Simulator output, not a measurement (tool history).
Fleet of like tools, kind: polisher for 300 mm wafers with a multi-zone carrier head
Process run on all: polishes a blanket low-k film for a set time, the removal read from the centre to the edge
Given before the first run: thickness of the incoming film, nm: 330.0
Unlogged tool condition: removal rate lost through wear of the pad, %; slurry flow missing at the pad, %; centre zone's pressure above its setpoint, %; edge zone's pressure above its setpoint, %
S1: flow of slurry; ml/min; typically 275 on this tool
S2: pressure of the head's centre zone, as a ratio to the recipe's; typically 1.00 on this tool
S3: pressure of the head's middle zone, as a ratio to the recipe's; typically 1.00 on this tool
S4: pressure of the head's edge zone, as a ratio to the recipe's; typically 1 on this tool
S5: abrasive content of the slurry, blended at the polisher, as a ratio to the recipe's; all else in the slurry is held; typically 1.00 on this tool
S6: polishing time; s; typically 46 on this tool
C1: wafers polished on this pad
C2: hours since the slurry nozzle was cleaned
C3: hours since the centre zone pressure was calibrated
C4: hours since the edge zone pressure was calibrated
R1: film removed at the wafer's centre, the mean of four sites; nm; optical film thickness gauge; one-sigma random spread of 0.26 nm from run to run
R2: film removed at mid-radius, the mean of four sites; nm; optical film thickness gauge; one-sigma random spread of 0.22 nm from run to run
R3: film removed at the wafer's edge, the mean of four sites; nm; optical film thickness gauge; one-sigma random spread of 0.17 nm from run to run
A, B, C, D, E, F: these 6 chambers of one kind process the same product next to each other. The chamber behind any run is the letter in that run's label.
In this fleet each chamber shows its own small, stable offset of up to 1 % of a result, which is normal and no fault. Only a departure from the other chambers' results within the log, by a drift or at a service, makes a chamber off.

run	hour	S1	S2	S3	S4	S5	S6	C1	C2	C3	C4	R1	R2	R3
1C	5.2	275	1.00	1.00	1	1.00	46	927	169.7	734.2	685.2	20.069	19.654	19.879
2D	10.1	275	1.00	1.00	1	1.00	46	1353	347.3	624.3	219.0	19.872	20.130	19.939
3B	13.1	275	1.00	1.00	1	1.00	46	335	267.5	215.0	869.1	19.959	19.673	19.902
# hour 18.3: chamber A: worn pad replaced by a new one
4A	18.7	275	1.00	1.00	1	1.00	46	3	20.6	601.2	549.3	19.792	19.827	20.002
# hour 21.7: chamber F: worn pad replaced by a new one
5E	23.3	275	1.00	1.00	1	1.00	46	282	59.1	220.7	751.6	19.510	19.658	19.856
# hour 25.7: chamber D: worn pad replaced by a new one
6F	28.9	275	1.00	1.00	1	1.00	46	58	162.0	148.5	483.2	20.163	19.923	19.890
7E	34.3	275	1.00	1.00	1	1.00	46	371	70.1	231.7	762.6	19.897	19.975	20.027
8F	39.7	275	1.00	1.00	1	1.00	46	144	172.8	159.3	494.0	19.590	20.065	19.943
# hour 41.4: chamber C: slurry nozzle cleaned
9A	43.9	275	1.00	1.00	1	1.00	46	205	45.8	626.4	574.5	19.148	19.750	19.377
# hour 46.7: chamber C: worn pad replaced by a new one
10D	48.7	275	1.00	1.00	1	1.00	46	184	385.9	662.9	257.6	19.965	20.053	19.800
# hour 50.4: chamber C: centre zone pressure recalibrated
11C	53.7	275	1.00	1.00	1	1.00	46	56	12.4	3.4	733.7	19.772	19.833	20.008
12B	56.7	275	1.00	1.00	1	1.00	46	685	311.1	258.6	912.7	19.780	19.940	19.738
13D	60.6	275	1.00	1.00	1	1.00	46	279	397.8	674.8	269.5	20.070	19.757	20.019
14E	66.6	275	1.00	0.94	1	1.00	46	629	102.4	264.0	794.9	20.282	18.784	19.807
15A	70.3	275	1.00	0.94	1	1.00	46	416	72.2	652.8	600.9	20.007	18.934	19.683
16C	73.0	275	1.00	0.94	1	1.00	46	210	31.7	22.7	753.0	19.724	18.511	20.118
17F	76.7	275	1.00	0.94	1	1.00	46	441	209.8	196.3	531.0	19.652	18.610	19.764
18B	80.9	275	1.00	0.94	1	1.00	46	878	335.3	282.8	936.9	19.962	18.459	19.721
19A	85.5	275	1.00	0.94	1	1.00	46	538	87.4	668.0	616.1	19.922	18.496	19.738
20C	89.3	275	1.00	1.00	1	1.00	46	341	48.0	39.0	769.3	19.853	20.091	19.931
21D	93.7	275	1.00	1.00	1	1.00	46	544	430.9	707.9	302.6	19.637	19.621	20.095
# hour 97.5: chamber A: worn pad replaced by a new one
22B	99.3	275	1.00	1.00	1	1.00	46	1026	353.7	301.2	955.3	20.048	19.402	19.943
# hour 102.0: chamber B: edge zone pressure recalibrated
# hour 103.4: chamber B: slurry nozzle cleaned
23F	104.8	275	1.00	1.00	1	1.00	46	666	237.9	224.4	559.1	19.896	20.136	19.787
24E	110.1	275	1.00	1.00	1	1.00	46	978	145.9	307.5	838.4	21.169	19.674	19.844
# hour 112.7: chamber D: slurry nozzle cleaned
25A	113.9	275	1.00	1.00	1	1.00	46	131	115.8	696.4	644.5	19.996	19.715	20.108
26C	116.5	275	1.00	1.00	1	1.00	46	559	75.2	66.2	796.5	19.745	19.959	19.704
# hour 119.9: chamber F: worn pad replaced by a new one
27B	121.8	275	1.00	1.00	1	1.00	46	1206	18.4	323.7	19.9	19.823	19.741	19.619
28D	124.8	275	1.00	1.00	1	1.00	46	794	12.2	739.0	333.7	19.465	19.905	20.009
29E	127.9	275	1.00	1.00	1	1.00	46	1120	163.7	325.3	856.2	21.747	20.115	19.661
30F	132.4	275	1.00	1.00	1	1.00	46	100	265.5	252.0	586.7	19.928	19.802	19.940
31D	136.1	275	1.00	1.00	1	1.00	46	884	23.5	750.3	345.0	19.916	19.709	19.911
32E	141.8	275	1.00	1.00	1	1.00	46	1232	177.6	339.2	870.1	21.540	19.596	19.594
# hour 142.2: chamber B: worn pad replaced by a new one
33F	144.6	275	1.00	1.00	1	1.00	46	197	277.7	264.2	598.9	19.797	20.087	19.890
34B	147.7	275	1.00	1.00	1	1.00	46	44	44.3	349.6	45.8	19.845	20.129	19.949
35A	153.5	275	1.00	1.00	1	1.00	46	449	155.4	736.0	684.1	19.881	19.885	20.067
36C	158.2	275	0.91	1.00	1	1.15	46	893	116.9	107.9	838.2	18.910	21.084	20.880
# hour 159.8: chamber E: worn pad replaced by a new one
37E	161.8	275	0.91	1.00	1	1.15	46	16	197.6	359.2	890.1	21.024	21.236	21.096
38B	166.0	275	0.91	1.00	1	1.15	46	190	62.6	367.9	64.1	18.679	21.184	20.845
39F	168.6	275	0.91	1.00	1	1.15	46	390	301.7	288.2	622.9	19.254	21.271	21.081

Next, every chamber runs the same settings. What will each give?
40A	172.8	275	1.07	1.00	1	1.00	46					?	?	?
40B	172.8	275	1.07	1.00	1	1.00	46					?	?	?
40C	172.8	275	1.07	1.00	1	1.00	46					?	?	?
40D	172.8	275	1.07	1.00	1	1.00	46					?	?	?
40E	172.8	275	1.07	1.00	1	1.00	46					?	?	?
40F	172.8	275	1.07	1.00	1	1.00	46					?	?	?

run	R1	R2	R3
40A	21.854	20.131	19.719
40B	21.437	20.081	19.734
40C	21.538	20.013	19.770
40D	21.803	19.635	19.570
40E	23.584	20.176	19.907
40F	21.946	19.896	19.789
